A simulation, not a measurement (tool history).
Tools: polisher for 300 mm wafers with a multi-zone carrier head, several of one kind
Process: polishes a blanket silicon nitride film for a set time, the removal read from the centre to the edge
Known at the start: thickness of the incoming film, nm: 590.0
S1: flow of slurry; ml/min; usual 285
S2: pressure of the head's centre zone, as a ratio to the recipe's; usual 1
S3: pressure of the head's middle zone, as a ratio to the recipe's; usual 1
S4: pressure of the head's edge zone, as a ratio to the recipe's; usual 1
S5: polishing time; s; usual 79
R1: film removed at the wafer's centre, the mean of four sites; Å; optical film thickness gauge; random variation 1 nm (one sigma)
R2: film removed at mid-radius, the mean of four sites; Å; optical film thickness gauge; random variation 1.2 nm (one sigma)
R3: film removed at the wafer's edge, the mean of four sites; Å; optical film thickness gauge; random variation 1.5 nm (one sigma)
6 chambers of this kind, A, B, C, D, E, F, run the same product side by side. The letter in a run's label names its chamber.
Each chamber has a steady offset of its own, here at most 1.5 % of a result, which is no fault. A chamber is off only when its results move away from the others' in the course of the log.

run	day	S1	S2	S3	S4	S5	R1	R2	R3
1C	0.354	285	1	1	1	79	1081.4	1101.8	1103.3
# day 0.671: chamber E: worn pad replaced by a new one
2F	0.717	285	1	1	1	79	1101.4	1085.3	1064.8
3E	0.925	285	1	1	1	79	1084.6	1094.8	1091.3
# day 1.017: chamber C: centre zone pressure recalibrated
# day 1.296: chamber F: slurry nozzle cleaned
# day 1.325: chamber D: worn pad replaced by a new one
4D	1.354	285	1	1	1	79	1096.2	1070.9	1099
5B	1.775	285	1	1	1	79	1088.6	1067.5	1092.1
# day 1.983: chamber A: worn pad replaced by a new one
6A	2.075	285	1	1	1	79	1090.6	1102.9	1094.2
7B	2.417	285	1	1	1	79	1091.3	1074.4	1115.6
8E	2.808	245	1	1.06	1	79	1078.9	1135.2	1108.9
9F	3.233	245	1	1.06	1	79	1090.1	1117.5	1074.1
10C	3.442	245	1	1.06	1	79	1062.4	1123	1074.7
11A	3.712	245	1	1.06	1	79	1067.3	1138	1076.6
12D	3.971	245	1	1.06	1	79	1059.2	1124	1055.9
# day 4.033: chamber E: worn pad replaced by a new one
13C	4.267	245	1	1.06	1	79	1070.9	1133.7	1044.4
# day 4.592: chamber F: worn pad replaced by a new one
14A	4.633	285	1	1	1	79	1089	1094.9	1067.8
# day 4.671: chamber D: edge zone pressure recalibrated
15E	5.038	285	1	1	1	79	1104.5	1092.8	1104.6
# day 5.317: chamber D: worn pad replaced by a new one
# day 5.338: chamber C: worn pad replaced by a new one
16B	5.358	285	1	1	1	79	1065.2	1073.9	1112.5
17D	5.754	285	1	1	1	79	1084.7	1086.2	1107.8
# day 6.025: chamber F: edge zone pressure recalibrated
18F	6.138	285	1	1	1	79	1088.7	1102.1	1088
19B	6.542	285	1	1	1	79	1052.3	1051.5	1067.7
20E	6.821	285	1	1	1	79	1087.3	1086.2	1076.5
# day 7.125: chamber A: worn pad replaced by a new one
21C	7.171	285	1	1	1	79	1072.6	1065	1075.7
22D	7.412	285	1	1	1	79	1082.8	1099.3	1112.8
23F	7.633	285	1	1	1	79	1093.3	1094.1	1116.1
# day 7.642: chamber E: worn pad replaced by a new one
# day 8.042: chamber A: edge zone pressure recalibrated
24A	8.05	285	1	1	1	79	1080.2	1092.7	1067.4
25A	8.367	285	1	1	1	79	1078.1	1096.8	1091
# day 8.604: chamber B: centre zone pressure recalibrated
26B	8.75	285	1	1	1	79	1044.7	1041.8	1040.7
27C	9.121	285	1	1	1	79	1105	1064.6	1077.2
# day 9.292: chamber D: worn pad replaced by a new one
28F	9.346	285	1	1	1	79	1100.2	1099.8	1110
29E	9.571	285	1	1	1	79	1095.2	1090.5	1104.8
30D	9.908	285	1	1	1	79	1071.7	1081.9	1086.7
31B	10.333	285	1	1	1	79	1021.3	1008.8	1020.4
# day 10.471: chamber F: worn pad replaced by a new one
32F	10.55	285	1	1	1	79	1100.8	1079.8	1110.3
33A	10.979	285	0.91	1	0.94	79	964.74	1073.3	1034.7
# day 11.079: chamber A: worn pad replaced by a new one
# day 11.288: chamber C: worn pad replaced by a new one
34D	11.383	285	0.91	1	0.94	79	960.48	1091.3	1084.1
# day 11.388: chamber E: worn pad replaced by a new one
35C	11.717	285	0.91	1	0.94	79	974.88	1060.7	1063.5
# day 11.912: chamber D: centre zone pressure recalibrated
36E	12.121	285	0.91	1	0.94	79	975.58	1104.5	1058.8
37C	12.467	285	0.91	1	0.94	79	972.85	1072.8	1041.8
38B	12.929	285	0.91	1	0.94	79	889.6	957.74	963.49
39D	13.217	285	1	1	1	79	1074.1	1093.5	1105
# day 13.571: chamber D: slurry nozzle cleaned
# day 13.592: chamber D: worn pad replaced by a new one
40E	13.633	285	1	1	1	79	1093.5	1085.4	1115.5
41A	14	285	1	1	1	79	1088	1086.4	1098.3
42F	14.338	285	1	1	1	79	1100.2	1094.2	1085.3
43D	14.55	285	1	1	1	79	1087.6	1096.8	1091.2

What goes on in this fleet: one chamber off, a drifting gauge, or nothing beyond the chambers' own small offsets? Name the chamber and the cause, if any.

Chamber B drifts away from the others.
Cause: removal rate lost through wear of the pad, % = 12.4.

Here are 4 candidates for chamber B's next run, each the usual settings with a change, their results left as question marks. Which one brings its results back in line with what the others give on the usual settings?
In line means no further than this from the other chambers' mean on the usual settings: R1 35 Å; R2 41 Å; R3 53 Å
44B-1	14.883	290	1	1.01	1	89	?	?	?
44B-2	14.883	285	1	0.99	1	74	?	?	?
44B-3	14.883	280	1	0.99	1	69	?	?	?
44B-4	14.883	285	1	1.01	1	84	?	?	?

The other chambers' mean on the usual settings: R1 1087.7 Å; R2 1086.2 Å; R3 1089.9 Å
run	R1	R2	R3
44B-1	1080.2	1070.9	1080.9
44B-2	896.21	872.55	897.72
44B-3	833.91	812.07	835.87
44B-4	1017.5	1008.9	1018.7
44B-1 brings the chamber back in line.

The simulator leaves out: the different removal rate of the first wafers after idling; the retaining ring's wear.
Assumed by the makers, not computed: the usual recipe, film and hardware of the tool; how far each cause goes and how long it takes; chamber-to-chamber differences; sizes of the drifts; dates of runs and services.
